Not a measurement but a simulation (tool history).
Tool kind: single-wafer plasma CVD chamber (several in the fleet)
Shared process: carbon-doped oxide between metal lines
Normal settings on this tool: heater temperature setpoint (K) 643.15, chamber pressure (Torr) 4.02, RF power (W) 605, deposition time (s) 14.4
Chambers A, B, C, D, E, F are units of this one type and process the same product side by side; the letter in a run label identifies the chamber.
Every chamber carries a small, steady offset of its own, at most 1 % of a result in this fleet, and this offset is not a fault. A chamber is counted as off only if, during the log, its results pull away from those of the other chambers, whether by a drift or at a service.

run	day	heater temperature setpoint (K)	chamber pressure (Torr)	RF power (W)	deposition time (s)	hours since the last thermocouple change	hours since the last RF generator calibration	hours since the last manometer calibration	read-back reference wafer on the same gauge, thickness_nm	mean film thickness on the monitor wafer (nm)
1E	0.288	643.15	4.02	605	14.4	174.2	1748.1	1012.6	62.509	77.123
2A	0.492	643.15	4.02	605	14.4	151.8	2112.4	372.3	62.505	77.307
3D	0.858	643.15	4.02	605	14.4	383.1	1553.0	2016.9	62.499	77.395
4C	1.096	643.15	4.02	605	14.4	380.0	547.8	1309.5	62.537	77.301
5F	1.304	643.15	4.87	605	14.4	315.1	384.5	480.7	62.523	79.229
6B	1.579	643.15	4.87	605	14.4	1832.8	618.6	372.1	62.530	79.721
7F	1.783	643.15	4.87	605	14.4	326.6	396.0	492.2	62.538	79.168
8B	2.012	643.15	4.87	605	14.4	1843.2	629.0	382.5	62.539	79.789
9E	2.283	643.15	4.87	605	14.4	222.1	1796.0	1060.5	62.542	79.319
10D	2.550	643.15	4.87	605	14.4	423.7	1593.6	2057.5	62.583	79.507
11A	2.925	643.15	4.02	605	14.4	210.2	2170.8	430.7	62.577	77.498
12C	3.121	643.15	4.02	605	14.4	428.6	596.4	1358.1	62.562	77.386
# day 3.225: chamber A: RF generator calibrated
13E	3.467	643.15	4.02	605	14.4	250.5	1824.4	1088.9	62.581	77.207
14A	3.788	643.15	4.02	605	14.4	230.9	13.5	451.4	62.578	77.342
15D	3.967	643.15	4.02	605	14.4	457.7	1627.6	2091.5	62.575	77.592
16B	4.217	643.15	4.02	605	14.4	1896.1	681.9	435.4	62.572	77.910
17C	4.529	643.15	4.02	605	14.4	462.4	630.2	1391.9	62.584	77.264
18F	4.708	643.15	3.68	530	14.4	396.8	466.2	562.4	62.604	70.435
19A	5.092	643.15	3.68	530	14.4	262.2	44.8	482.7	62.607	70.424
20D	5.375	643.15	3.68	530	14.4	491.5	1661.4	2125.3	62.615	70.933
# day 5.517: chamber D: RF generator calibrated
21B	5.558	643.15	3.68	530	14.4	1928.3	714.1	467.6	62.628	71.069
22C	5.883	643.15	3.68	530	14.4	494.9	662.7	1424.4	62.625	70.659
23E	6.179	643.15	3.68	530	14.4	315.6	1889.5	1154.0	62.635	70.453
24F	6.438	643.15	4.02	605	14.4	438.3	507.7	603.9	62.643	77.346
25A	6.675	643.15	4.02	605	14.4	300.2	82.8	520.7	62.644	77.462
26D	7.038	636.15	4.02	645	14.4	531.4	36.6	2165.2	62.657	82.032
27E	7.238	636.15	4.02	645	14.4	341.0	1914.9	1179.4	62.652	81.777
28F	7.446	636.15	4.02	645	14.4	462.5	531.9	628.1	62.650	81.585
29C	7.629	636.15	4.02	645	14.4	536.8	704.6	1466.3	62.662	81.977
30B	7.800	636.15	4.02	645	14.4	1982.1	767.9	521.4	62.677	82.378
# day 7.933: chamber E: RF generator calibrated
31F	8.083	636.15	4.02	645	14.4	477.8	547.2	643.4	62.683	81.637
32B	8.388	643.15	4.02	605	14.4	1996.2	782.0	535.5	62.689	77.989
33E	8.754	643.15	4.02	605	14.4	377.4	19.7	1215.8	62.700	77.458
# day 9.067: chamber B: RF generator calibrated
34A	9.133	657.15	4.02	605	14.4	359.2	141.8	579.7	62.704	75.224
35C	9.517	657.15	4.02	605	14.4	582.1	749.9	1511.6	62.722	75.140
36D	9.858	657.15	4.02	605	14.4	599.1	104.3	2232.9	62.728	75.387
37C	10.208	657.15	4.02	605	14.4	598.7	766.5	1528.2	62.720	75.042
38B	10.542	657.15	4.02	605	14.4	2047.9	35.4	587.2	62.748	75.695
# day 10.750: chamber D: capacitance manometer re-zeroed and calibrated
39D	10.842	657.15	4.02	605	14.4	622.7	127.9	2.3	62.732	75.586
40A	11.008	643.15	4.02	605	14.4	404.2	186.8	624.7	62.747	77.483
41E	11.333	643.15	4.02	605	14.4	439.3	81.6	1277.7	62.755	77.540
42F	11.629	643.15	4.02	605	14.4	562.9	632.3	728.5	62.744	77.424

Is one chamber out of step, is the gauge drifting, or do the chambers differ by no more than their own small offsets? For an off chamber, give its letter and the likeliest cause.

The gauge drifts, so all chambers seem to drift together. No chamber is off.
What lies behind it: gauge reads high (%) = 0.419.

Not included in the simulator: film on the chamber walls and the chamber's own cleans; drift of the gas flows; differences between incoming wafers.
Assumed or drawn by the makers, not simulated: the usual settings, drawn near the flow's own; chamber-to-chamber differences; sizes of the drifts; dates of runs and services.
